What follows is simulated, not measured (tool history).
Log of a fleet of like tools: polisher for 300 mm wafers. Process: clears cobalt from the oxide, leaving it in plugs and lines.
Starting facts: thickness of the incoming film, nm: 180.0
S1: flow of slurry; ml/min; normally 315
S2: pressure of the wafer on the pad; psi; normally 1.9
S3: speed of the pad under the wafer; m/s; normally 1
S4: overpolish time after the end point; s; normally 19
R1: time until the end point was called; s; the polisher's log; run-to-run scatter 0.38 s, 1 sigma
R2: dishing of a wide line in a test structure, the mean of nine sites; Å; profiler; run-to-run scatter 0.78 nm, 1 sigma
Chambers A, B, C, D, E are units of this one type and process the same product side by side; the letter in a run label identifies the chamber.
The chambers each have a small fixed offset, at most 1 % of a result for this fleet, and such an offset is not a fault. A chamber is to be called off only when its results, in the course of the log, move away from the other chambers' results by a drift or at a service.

run   hour   S1   S2    S3  S4      R1      R2
 1C    7.5  315  1.9     1  19  36.781  491.54
      10.5  -- chamber C: slurry nozzle cleaned
 2A   12.3  315  1.9     1  19  36.691   498.4
 3D     17  315  1.9     1  19  35.683  501.51
      20.5  -- chamber D: head pressure recalibrated
      22.3  -- chamber D: worn pad replaced by a new one
 4B   25.4  315  1.9     1  19  36.556  501.68
      26.3  -- chamber C: worn pad replaced by a new one
 5E   30.9  315  1.9     1  19  35.876  494.54
      32.9  -- chamber B: worn pad replaced by a new one
 6A   35.4  315  1.9     1  19  37.278  501.24
      35.9  -- chamber B: slurry nozzle cleaned
 7C   43.7  315  1.9     1  19  36.236  501.99
 8B   49.4  315  1.9     1  19   35.89  495.43
      53.3  -- chamber A: slurry nozzle cleaned
 9D   53.7  315  1.9     1  19  36.869  511.76
10E   61.3  315  1.9     1  19  36.367   497.9
11D   70.1  315  1.9     1  19  36.169  496.28
      76.9  -- chamber E: worn pad replaced by a new one
12B   77.1  315  1.9     1  19  36.381  493.75
      77.8  -- chamber A: worn pad replaced by a new one
      79.3  -- chamber C: worn pad replaced by a new one
13E   84.2  315  1.9     1  19  36.647  499.55
      88.8  -- chamber E: slurry nozzle cleaned
14A     92  315  1.9     1  19  36.965  500.08
15C   99.4  315  1.9     1  19  36.156  507.28
16B    105  315  1.9     1  19  35.563  502.61
17A  113.6  275  1.9     1  19  37.183  494.52
18E  119.1  275  1.9     1  19  37.211  506.61
19D  124.8  275  1.9     1  19  36.677  496.32
       126  -- chamber D: worn pad replaced by a new one
     131.5  -- chamber B: worn pad replaced by a new one
20C  132.9  275  1.9     1  19  36.258  488.58
     134.2  -- chamber C: worn pad replaced by a new one
21B  140.7  275  1.9     1  19   36.42  483.23
22A    147  315  1.9  0.66   9  55.143  244.48
23D  151.3  315  1.9  0.66   9   54.79  234.79
24E  159.3  315  1.9  0.66   9  55.639   234.3
     163.8  -- chamber E: worn pad replaced by a new one
25C  167.3  315  1.9  0.66   9  55.074  235.39
26A  174.7  315  1.9  0.66   9   56.02  229.04
     179.4  -- chamber A: worn pad replaced by a new one
27E  182.5  315  1.9     1  19  36.005  516.39
28B    191  315  1.9     1  19  36.638   497.6
     192.4  -- chamber C: head pressure recalibrated
     195.2  -- chamber C: worn pad replaced by a new one
29C  197.6  315  1.9     1  19  35.882   497.6
30D  205.2  315  1.9  1.26  19  28.651   536.3
31A  213.6  315  1.9  1.26  19  29.742  535.55

Is one chamber off against the others, does the gauge drift, or is nothing wrong? If a chamber is off, say which, and what the likeliest cause is.

Neither any chamber nor the gauge drifts; the chambers differ only by their own small, steady offsets.

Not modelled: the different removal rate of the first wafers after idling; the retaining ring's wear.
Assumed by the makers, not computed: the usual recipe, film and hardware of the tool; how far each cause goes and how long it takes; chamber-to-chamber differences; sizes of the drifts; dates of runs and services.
